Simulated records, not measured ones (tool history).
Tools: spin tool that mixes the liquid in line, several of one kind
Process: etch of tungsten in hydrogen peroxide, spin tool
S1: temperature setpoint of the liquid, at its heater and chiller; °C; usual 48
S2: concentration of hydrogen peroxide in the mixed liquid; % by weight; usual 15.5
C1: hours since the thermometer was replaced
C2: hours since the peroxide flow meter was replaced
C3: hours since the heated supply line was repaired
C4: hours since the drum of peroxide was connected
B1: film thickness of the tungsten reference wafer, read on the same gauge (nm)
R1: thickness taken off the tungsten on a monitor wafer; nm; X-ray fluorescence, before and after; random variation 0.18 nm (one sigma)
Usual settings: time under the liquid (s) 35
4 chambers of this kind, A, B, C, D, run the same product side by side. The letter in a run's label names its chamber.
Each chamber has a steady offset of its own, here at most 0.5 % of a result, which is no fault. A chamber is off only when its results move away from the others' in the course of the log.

{"hour": 11.3, "done": "chamber A: peroxide flow meter replaced"}
{"run": "1C", "hour": 12.1, "S1": 48, "S2": 15.5, "time under the liquid (s)": 35, "C1": 624.9, "C2": 446.7, "C3": 593.4, "C4": 1062.3, "B1": 69.988, "R1": 31.78}
{"run": "2B", "hour": 20.6, "S1": 48, "S2": 15.5, "time under the liquid (s)": 35, "C1": 1776.8, "C2": 1102.6, "C3": 1245.8, "C4": 134.8, "B1": 70.012, "R1": 31.782}
{"run": "3A", "hour": 30.4, "S1": 48, "S2": 15.5, "time under the liquid (s)": 35, "C1": 807.7, "C2": 19.2, "C3": 1136.2, "C4": 717.2, "B1": 69.978, "R1": 32.367}
{"run": "4D", "hour": 35.8, "S1": 48, "S2": 15.5, "time under the liquid (s)": 35, "C1": 577.4, "C2": 389.0, "C3": 180.1, "C4": 159.0, "B1": 70.02, "R1": 31.722}
{"run": "5C", "hour": 48.2, "S1": 48, "S2": 15.5, "time under the liquid (s)": 35, "C1": 661.0, "C2": 482.8, "C3": 629.5, "C4": 1098.4, "B1": 70.012, "R1": 31.798}
{"run": "6A", "hour": 57.3, "S1": 48, "S2": 15.5, "time under the liquid (s)": 35, "C1": 834.6, "C2": 46.1, "C3": 1163.1, "C4": 744.1, "B1": 70.035, "R1": 32.168}
{"run": "7B", "hour": 67.3, "S1": 55, "S2": 12.5, "time under the liquid (s)": 35, "C1": 1823.5, "C2": 1149.3, "C3": 1292.5, "C4": 181.5, "B1": 69.985, "R1": 43.551}
{"run": "8D", "hour": 79.3, "S1": 55, "S2": 12.5, "time under the liquid (s)": 35, "C1": 620.9, "C2": 432.5, "C3": 223.6, "C4": 202.5, "B1": 70.003, "R1": 43.757}
{"run": "9B", "hour": 91.4, "S1": 55, "S2": 12.5, "time under the liquid (s)": 35, "C1": 1847.6, "C2": 1173.4, "C3": 1316.6, "C4": 205.6, "B1": 69.975, "R1": 43.926}
{"hour": 94.3, "done": "chamber C: peroxide flow meter replaced"}
{"run": "10D", "hour": 101.7, "S1": 55, "S2": 12.5, "time under the liquid (s)": 35, "C1": 643.3, "C2": 454.9, "C3": 246.0, "C4": 224.9, "B1": 69.979, "R1": 44.16}
{"run": "11A", "hour": 107.5, "S1": 48, "S2": 15.5, "time under the liquid (s)": 35, "C1": 884.8, "C2": 96.3, "C3": 1213.3, "C4": 794.3, "B1": 69.989, "R1": 32.19}
{"run": "12C", "hour": 117.9, "S1": 43, "S2": 15.5, "time under the liquid (s)": 50, "C1": 730.7, "C2": 23.6, "C3": 699.2, "C4": 1168.1, "B1": 69.984, "R1": 33.401}
{"run": "13B", "hour": 126.4, "S1": 43, "S2": 15.5, "time under the liquid (s)": 50, "C1": 1882.6, "C2": 1208.4, "C3": 1351.6, "C4": 240.6, "B1": 69.988, "R1": 32.948}
{"run": "14C", "hour": 135.8, "S1": 43, "S2": 15.5, "time under the liquid (s)": 50, "C1": 748.6, "C2": 41.5, "C3": 717.1, "C4": 1186.0, "B1": 70.003, "R1": 32.659}
{"run": "15D", "hour": 141.6, "S1": 43, "S2": 15.5, "time under the liquid (s)": 50, "C1": 683.2, "C2": 494.8, "C3": 285.9, "C4": 264.8, "B1": 69.986, "R1": 33.627}
{"run": "16A", "hour": 147.3, "S1": 48, "S2": 15.5, "time under the liquid (s)": 35, "C1": 924.6, "C2": 136.1, "C3": 1253.1, "C4": 834.1, "B1": 69.989, "R1": 32.047}
{"run": "17A", "hour": 152.9, "S1": 48, "S2": 15.5, "time under the liquid (s)": 35, "C1": 930.2, "C2": 141.7, "C3": 1258.7, "C4": 839.7, "B1": 70.021, "R1": 32.321}
{"run": "18C", "hour": 163.7, "S1": 48, "S2": 15.5, "time under the liquid (s)": 35, "C1": 776.5, "C2": 69.4, "C3": 745.0, "C4": 1213.9, "B1": 69.993, "R1": 31.785}
{"run": "19D", "hour": 174.9, "S1": 48, "S2": 15.5, "time under the liquid (s)": 35, "C1": 716.5, "C2": 528.1, "C3": 319.2, "C4": 298.1, "B1": 70.008, "R1": 32.012}
{"run": "20B", "hour": 185.3, "S1": 48, "S2": 15.5, "time under the liquid (s)": 35, "C1": 1941.5, "C2": 1267.3, "C3": 1410.5, "C4": 299.5, "B1": 70.006, "R1": 32.007}
{"run": "21B", "hour": 190.8, "S1": 48, "S2": 15.5, "time under the liquid (s)": 35, "C1": 1947.0, "C2": 1272.8, "C3": 1416.0, "C4": 305.0, "B1": 70.017, "R1": 31.621}
{"run": "22A", "hour": 201.3, "S1": 48, "S2": 15.5, "time under the liquid (s)": 35, "C1": 978.6, "C2": 190.1, "C3": 1307.1, "C4": 888.1, "B1": 70.0, "R1": 31.688}
{"run": "23D", "hour": 207.3, "S1": 48, "S2": 15.5, "time under the liquid (s)": 35, "C1": 748.9, "C2": 560.5, "C3": 351.6, "C4": 330.5, "B1": 69.989, "R1": 31.959}
{"hour": 209.1, "done": "chamber C: new drum of peroxide connected"}
{"run": "24C", "hour": 217.0, "S1": 48, "S2": 15.5, "time under the liquid (s)": 35, "C1": 829.8, "C2": 122.7, "C3": 798.3, "C4": 7.9, "B1": 70.04, "R1": 31.835}
{"hour": 218.0, "done": "chamber C: heated supply line repaired"}
{"run": "25A", "hour": 225.9, "S1": 48, "S2": 15.5, "time under the liquid (s)": 35, "C1": 1003.2, "C2": 214.7, "C3": 1331.7, "C4": 912.7, "B1": 70.043, "R1": 31.404}
{"run": "26D", "hour": 233.5, "S1": 48, "S2": 15.5, "time under the liquid (s)": 35, "C1": 775.1, "C2": 586.7, "C3": 377.8, "C4": 356.7, "B1": 70.002, "R1": 31.689}
{"run": "27B", "hour": 243.7, "S1": 48, "S2": 15.5, "time under the liquid (s)": 35, "C1": 1999.9, "C2": 1325.7, "C3": 1468.9, "C4": 357.9, "B1": 70.017, "R1": 31.859}
{"run": "28C", "hour": 253.9, "S1": 48, "S2": 15.5, "time under the liquid (s)": 35, "C1": 866.7, "C2": 159.6, "C3": 36.0, "C4": 44.8, "B1": 69.989, "R1": 31.902}
{"run": "29A", "hour": 265.7, "S1": 48, "S2": 15.5, "time under the liquid (s)": 35, "C1": 1043.0, "C2": 254.5, "C3": 1371.5, "C4": 952.5, "B1": 70.003, "R1": 30.859}
{"run": "30B", "hour": 271.5, "S1": 48, "S2": 15.5, "time under the liquid (s)": 35, "C1": 2027.7, "C2": 1353.5, "C3": 1496.7, "C4": 385.7, "B1": 70.015, "R1": 31.91}
{"run": "31D", "hour": 281.4, "S1": 48, "S2": 15.5, "time under the liquid (s)": 35, "C1": 823.0, "C2": 634.6, "C3": 425.7, "C4": 404.6, "B1": 69.977, "R1": 31.916}
{"run": "32C", "hour": 289.5, "S1": 48, "S2": 15.5, "time under the liquid (s)": 35, "C1": 902.3, "C2": 195.2, "C3": 71.6, "C4": 80.4, "B1": 69.993, "R1": 31.887}
{"run": "33B", "hour": 296.3, "S1": 48, "S2": 15.5, "time under the liquid (s)": 35, "C1": 2052.5, "C2": 1378.3, "C3": 1521.5, "C4": 410.5, "B1": 69.99, "R1": 32.063}
{"run": "34C", "hour": 303.7, "S1": 48, "S2": 15.5, "time under the liquid (s)": 35, "C1": 916.5, "C2": 209.4, "C3": 85.8, "C4": 94.6, "B1": 69.992, "R1": 31.617}
{"run": "35A", "hour": 313.2, "S1": 48, "S2": 15.5, "time under the liquid (s)": 35, "C1": 1090.5, "C2": 302.0, "C3": 1419.0, "C4": 1000.0, "B1": 69.997, "R1": 30.788}
{"run": "36D", "hour": 319.3, "S1": 48, "S2": 15.5, "time under the liquid (s)": 35, "C1": 860.9, "C2": 672.5, "C3": 463.6, "C4": 442.5, "B1": 70.016, "R1": 31.894}
{"run": "37D", "hour": 328.0, "S1": 48, "S2": 15.5, "time under the liquid (s)": 50, "C1": 869.6, "C2": 681.2, "C3": 472.3, "C4": 451.2, "B1": 70.025, "R1": 46.137}
{"run": "38B", "hour": 339.4, "S1": 48, "S2": 15.5, "time under the liquid (s)": 50, "C1": 2095.6, "C2": 1421.4, "C3": 1564.6, "C4": 453.6, "B1": 70.017, "R1": 45.606}
{"run": "39A", "hour": 345.3, "S1": 48, "S2": 15.5, "time under the liquid (s)": 50, "C1": 1122.6, "C2": 334.1, "C3": 1451.1, "C4": 1032.1, "B1": 70.023, "R1": 43.879}
{"hour": 352.7, "done": "chamber B: new drum of peroxide connected"}
{"run": "40C", "hour": 354.0, "S1": 48, "S2": 15.5, "time under the liquid (s)": 50, "C1": 966.8, "C2": 259.7, "C3": 136.1, "C4": 144.9, "B1": 69.965, "R1": 45.603}
{"run": "41B", "hour": 360.1, "S1": 48, "S2": 15.5, "time under the liquid (s)": 35, "C1": 2116.3, "C2": 1442.1, "C3": 1585.3, "C4": 7.4, "B1": 70.005, "R1": 32.17}
{"run": "42D", "hour": 368.2, "S1": 48, "S2": 15.5, "time under the liquid (s)": 35, "C1": 909.8, "C2": 721.4, "C3": 512.5, "C4": 491.4, "B1": 70.018, "R1": 31.998}

All 4 chambers run these settings next. Forecast each chamber's results:
{"run": "43A", "hour": 377.1, "S1": 48, "S2": 15.5, "time under the liquid (s)": 35, "R1": "?"}
{"run": "43B", "hour": 377.1, "S1": 48, "S2": 15.5, "time under the liquid (s)": 35, "R1": "?"}
{"run": "43C", "hour": 377.1, "S1": 48, "S2": 15.5, "time under the liquid (s)": 35, "R1": "?"}
{"run": "43D", "hour": 377.1, "S1": 48, "S2": 15.5, "time under the liquid (s)": 35, "R1": "?"}

run=43A R1=30.449
run=43B R1=31.600
run=43C R1=31.807
run=43D R1=31.597
